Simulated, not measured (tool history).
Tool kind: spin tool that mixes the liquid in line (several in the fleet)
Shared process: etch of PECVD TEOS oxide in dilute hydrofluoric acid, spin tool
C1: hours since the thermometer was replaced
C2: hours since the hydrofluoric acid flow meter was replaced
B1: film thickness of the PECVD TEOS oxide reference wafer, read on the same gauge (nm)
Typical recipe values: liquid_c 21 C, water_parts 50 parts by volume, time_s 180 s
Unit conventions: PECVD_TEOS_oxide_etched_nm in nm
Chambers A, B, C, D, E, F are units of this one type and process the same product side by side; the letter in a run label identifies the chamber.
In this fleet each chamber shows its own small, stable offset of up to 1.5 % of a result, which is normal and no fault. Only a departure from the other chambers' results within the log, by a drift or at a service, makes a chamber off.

run 1C hour=6.5 | liquid_c=21 water_parts=50 time_s=180 | C1=2241.0 C2=452.1 | B1=130.00 | PECVD_TEOS_oxide_etched_nm=35.552
run 2E hour=12.7 | liquid_c=21 water_parts=50 time_s=180 | C1=572.9 C2=89.3 | B1=129.98 | PECVD_TEOS_oxide_etched_nm=34.717
run 3D hour=19.5 | liquid_c=21 water_parts=50 time_s=180 | C1=894.5 C2=772.5 | B1=130.05 | PECVD_TEOS_oxide_etched_nm=35.220
run 4F hour=26.6 | liquid_c=21 water_parts=50 time_s=180 | C1=1667.3 C2=202.2 | B1=130.02 | PECVD_TEOS_oxide_etched_nm=35.260
run 5B hour=33.9 | liquid_c=21 water_parts=50 time_s=180 | C1=620.5 C2=1022.5 | B1=129.96 | PECVD_TEOS_oxide_etched_nm=35.760
run 6A hour=40.2 | liquid_c=21 water_parts=50 time_s=180 | C1=504.6 C2=218.7 | B1=129.95 | PECVD_TEOS_oxide_etched_nm=35.029
run 7D hour=47.1 | liquid_c=21 water_parts=50 time_s=180 | C1=922.1 C2=800.1 | B1=130.00 | PECVD_TEOS_oxide_etched_nm=34.671
run 8C hour=51.4 | liquid_c=21 water_parts=50 time_s=180 | C1=2285.9 C2=497.0 | B1=130.00 | PECVD_TEOS_oxide_etched_nm=35.367
run 9E hour=56.2 | liquid_c=21 water_parts=50 time_s=180 | C1=616.4 C2=132.8 | B1=130.00 | PECVD_TEOS_oxide_etched_nm=35.039
run 10A hour=61.7 | liquid_c=21 water_parts=50 time_s=85 | C1=526.1 C2=240.2 | B1=130.00 | PECVD_TEOS_oxide_etched_nm=16.424
run 11F hour=66.3 | liquid_c=21 water_parts=50 time_s=85 | C1=1707.0 C2=241.9 | B1=130.00 | PECVD_TEOS_oxide_etched_nm=16.683
run 12B hour=69.7 | liquid_c=21 water_parts=50 time_s=85 | C1=656.3 C2=1058.3 | B1=130.00 | PECVD_TEOS_oxide_etched_nm=16.800
run 13D hour=73.1 | liquid_c=21 water_parts=50 time_s=85 | C1=948.1 C2=826.1 | B1=130.01 | PECVD_TEOS_oxide_etched_nm=16.493
run 14A hour=80.3 | liquid_c=21 water_parts=50 time_s=85 | C1=544.7 C2=258.8 | B1=129.98 | PECVD_TEOS_oxide_etched_nm=16.405
-- hour=82.9 chamber B: thermometer replaced
run 15C hour=84.2 | liquid_c=21 water_parts=50 time_s=85 | C1=2318.7 C2=529.8 | B1=130.01 | PECVD_TEOS_oxide_etched_nm=16.691
run 16B hour=89.1 | liquid_c=21 water_parts=50 time_s=180 | C1=6.3 C2=1077.7 | B1=130.01 | PECVD_TEOS_oxide_etched_nm=35.607
run 17F hour=94.2 | liquid_c=21 water_parts=50 time_s=180 | C1=1734.9 C2=269.8 | B1=129.99 | PECVD_TEOS_oxide_etched_nm=35.757
run 18E hour=100.1 | liquid_c=21 water_parts=50 time_s=180 | C1=660.3 C2=176.7 | B1=130.00 | PECVD_TEOS_oxide_etched_nm=35.124
run 19C hour=107.0 | liquid_c=21 water_parts=50 time_s=180 | C1=2341.5 C2=552.6 | B1=130.02 | PECVD_TEOS_oxide_etched_nm=35.009
run 20A hour=110.3 | liquid_c=21 water_parts=50 time_s=180 | C1=574.7 C2=288.8 | B1=130.02 | PECVD_TEOS_oxide_etched_nm=34.773
run 21D hour=114.4 | liquid_c=21 water_parts=50 time_s=180 | C1=989.4 C2=867.4 | B1=130.01 | PECVD_TEOS_oxide_etched_nm=34.959
run 22E hour=119.9 | liquid_c=21 water_parts=50 time_s=180 | C1=680.1 C2=196.5 | B1=130.00 | PECVD_TEOS_oxide_etched_nm=34.887
run 23F hour=126.6 | liquid_c=21 water_parts=50 time_s=180 | C1=1767.3 C2=302.2 | B1=130.00 | PECVD_TEOS_oxide_etched_nm=35.395
run 24B hour=132.2 | liquid_c=17 water_parts=75 time_s=180 | C1=49.4 C2=1120.8 | B1=129.99 | PECVD_TEOS_oxide_etched_nm=19.755
run 25D hour=136.7 | liquid_c=17 water_parts=75 time_s=180 | C1=1011.7 C2=889.7 | B1=130.04 | PECVD_TEOS_oxide_etched_nm=19.021
run 26E hour=142.4 | liquid_c=17 water_parts=75 time_s=180 | C1=702.6 C2=219.0 | B1=129.99 | PECVD_TEOS_oxide_etched_nm=19.065
run 27A hour=149.3 | liquid_c=17 water_parts=75 time_s=180 | C1=613.7 C2=327.8 | B1=130.03 | PECVD_TEOS_oxide_etched_nm=19.130
run 28B hour=153.6 | liquid_c=17 water_parts=75 time_s=180 | C1=70.8 C2=1142.2 | B1=130.02 | PECVD_TEOS_oxide_etched_nm=19.307
run 29F hour=157.6 | liquid_c=17 water_parts=75 time_s=180 | C1=1798.3 C2=333.2 | B1=129.98 | PECVD_TEOS_oxide_etched_nm=19.338
run 30C hour=164.1 | liquid_c=21 water_parts=50 time_s=180 | C1=2398.6 C2=609.7 | B1=130.00 | PECVD_TEOS_oxide_etched_nm=34.915
run 31A hour=169.7 | liquid_c=21 water_parts=50 time_s=180 | C1=634.1 C2=348.2 | B1=130.00 | PECVD_TEOS_oxide_etched_nm=35.022
run 32E hour=175.2 | liquid_c=21 water_parts=50 time_s=180 | C1=735.4 C2=251.8 | B1=130.00 | PECVD_TEOS_oxide_etched_nm=34.608
run 33B hour=179.0 | liquid_c=21 water_parts=50 time_s=180 | C1=96.2 C2=1167.6 | B1=130.05 | PECVD_TEOS_oxide_etched_nm=35.678
run 34C hour=185.3 | liquid_c=21 water_parts=50 time_s=180 | C1=2419.8 C2=630.9 | B1=130.04 | PECVD_TEOS_oxide_etched_nm=35.217
run 35D hour=189.2 | liquid_c=21 water_parts=50 time_s=180 | C1=1064.2 C2=942.2 | B1=129.99 | PECVD_TEOS_oxide_etched_nm=34.813
run 36F hour=193.4 | liquid_c=21 water_parts=35 time_s=180 | C1=1834.1 C2=369.0 | B1=129.98 | PECVD_TEOS_oxide_etched_nm=51.480
run 37C hour=196.9 | liquid_c=21 water_parts=35 time_s=180 | C1=2431.4 C2=642.5 | B1=129.99 | PECVD_TEOS_oxide_etched_nm=51.294
run 38F hour=202.8 | liquid_c=21 water_parts=35 time_s=180 | C1=1843.5 C2=378.4 | B1=129.97 | PECVD_TEOS_oxide_etched_nm=51.269
run 39B hour=207.7 | liquid_c=21 water_parts=35 time_s=180 | C1=124.9 C2=1196.3 | B1=129.98 | PECVD_TEOS_oxide_etched_nm=51.188
run 40E hour=211.2 | liquid_c=21 water_parts=35 time_s=180 | C1=771.4 C2=287.8 | B1=129.99 | PECVD_TEOS_oxide_etched_nm=51.244

For the next run the whole fleet of 6 chambers uses the same settings. Give each chamber's results:
run 41A hour=216.4 | liquid_c=21 water_parts=50 time_s=180 | PECVD_TEOS_oxide_etched_nm=?
run 41B hour=216.4 | liquid_c=21 water_parts=50 time_s=180 | PECVD_TEOS_oxide_etched_nm=?
run 41C hour=216.4 | liquid_c=21 water_parts=50 time_s=180 | PECVD_TEOS_oxide_etched_nm=?
run 41D hour=216.4 | liquid_c=21 water_parts=50 time_s=180 | PECVD_TEOS_oxide_etched_nm=?
run 41E hour=216.4 | liquid_c=21 water_parts=50 time_s=180 | PECVD_TEOS_oxide_etched_nm=?
run 41F hour=216.4 | liquid_c=21 water_parts=50 time_s=180 | PECVD_TEOS_oxide_etched_nm=?

run=41A PECVD_TEOS_oxide_etched_nm=34.926
run=41B PECVD_TEOS_oxide_etched_nm=35.226
run=41C PECVD_TEOS_oxide_etched_nm=35.662
run=41D PECVD_TEOS_oxide_etched_nm=34.816
run=41E PECVD_TEOS_oxide_etched_nm=34.642
run=41F PECVD_TEOS_oxide_etched_nm=35.595
